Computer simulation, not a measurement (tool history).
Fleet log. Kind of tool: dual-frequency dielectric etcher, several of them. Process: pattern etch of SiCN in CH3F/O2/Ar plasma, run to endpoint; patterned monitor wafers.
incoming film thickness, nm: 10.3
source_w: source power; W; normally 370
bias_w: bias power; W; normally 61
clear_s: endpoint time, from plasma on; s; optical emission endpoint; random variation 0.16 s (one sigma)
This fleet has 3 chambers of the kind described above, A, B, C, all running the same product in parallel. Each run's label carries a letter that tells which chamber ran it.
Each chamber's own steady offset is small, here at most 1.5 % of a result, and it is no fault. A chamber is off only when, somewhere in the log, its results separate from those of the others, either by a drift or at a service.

run,hour,source_w,bias_w,clear_s
1A,6.2,370,61,29.943
2C,11.0,370,61,29.856
3B,15.3,370,61,29.332
4B,19.3,370,61,29.730
5C,24.7,370,61,29.913
6A,28.6,340,61,30.710
7C,34.7,340,61,31.036
8B,37.7,340,61,30.428
9A,43.8,370,61,30.078
10C,50.1,370,61,29.798
11B,54.8,370,61,29.442
12A,60.9,370,61,29.840
# hour 65.6: chamber A: wet clean of the chamber
13A,67.7,370,61,28.786
14B,72.4,370,61,29.636
15C,77.2,370,61,29.699
16C,84.0,370,61,30.097
17A,87.7,370,61,28.447
18B,94.2,370,61,29.643
19C,100.2,370,61,29.933
20B,103.8,370,61,29.648
21A,108.5,370,73,26.806
22C,113.5,370,73,27.824
23A,120.0,370,73,26.759
24B,125.4,370,61,29.521
25C,131.0,370,61,29.903
26A,137.6,370,61,28.705
27B,141.7,370,61,29.838
28C,145.1,370,61,29.755
29B,149.5,370,61,29.849
30A,155.4,420,47,29.773
31B,162.1,420,47,30.566
32A,166.3,420,47,29.667
33C,171.9,370,61,29.957
34B,175.7,370,61,29.957

One chamber off, gauge drift, or nothing amiss beyond the chambers' own small offsets? If it is a chamber, which one, and what is the likeliest cause?

A service on chamber A put it out of line with the rest.
Most likely cause: etch rate over this chamber's usual, % = 4.47.

Which of the 4 candidates below, each the usual settings with something changed and its results left as question marks, puts chamber A back in line with what the other chambers give on the usual settings?
A result is in line if it is within this distance of the other chambers' mean on the usual settings: clear_s 0.550 s
35A-1,180.7,410,67,?
35A-2,180.7,350,58,?
35A-3,180.7,370,68,?
35A-4,180.7,330,55,?

On the usual settings, the other chambers give on average: clear_s 29.734 s
run,clear_s
35A-1,26.515
35A-2,29.604
35A-3,27.415
35A-4,30.832
35A-2 is the one that brings the chamber's results back in line with the other chambers.
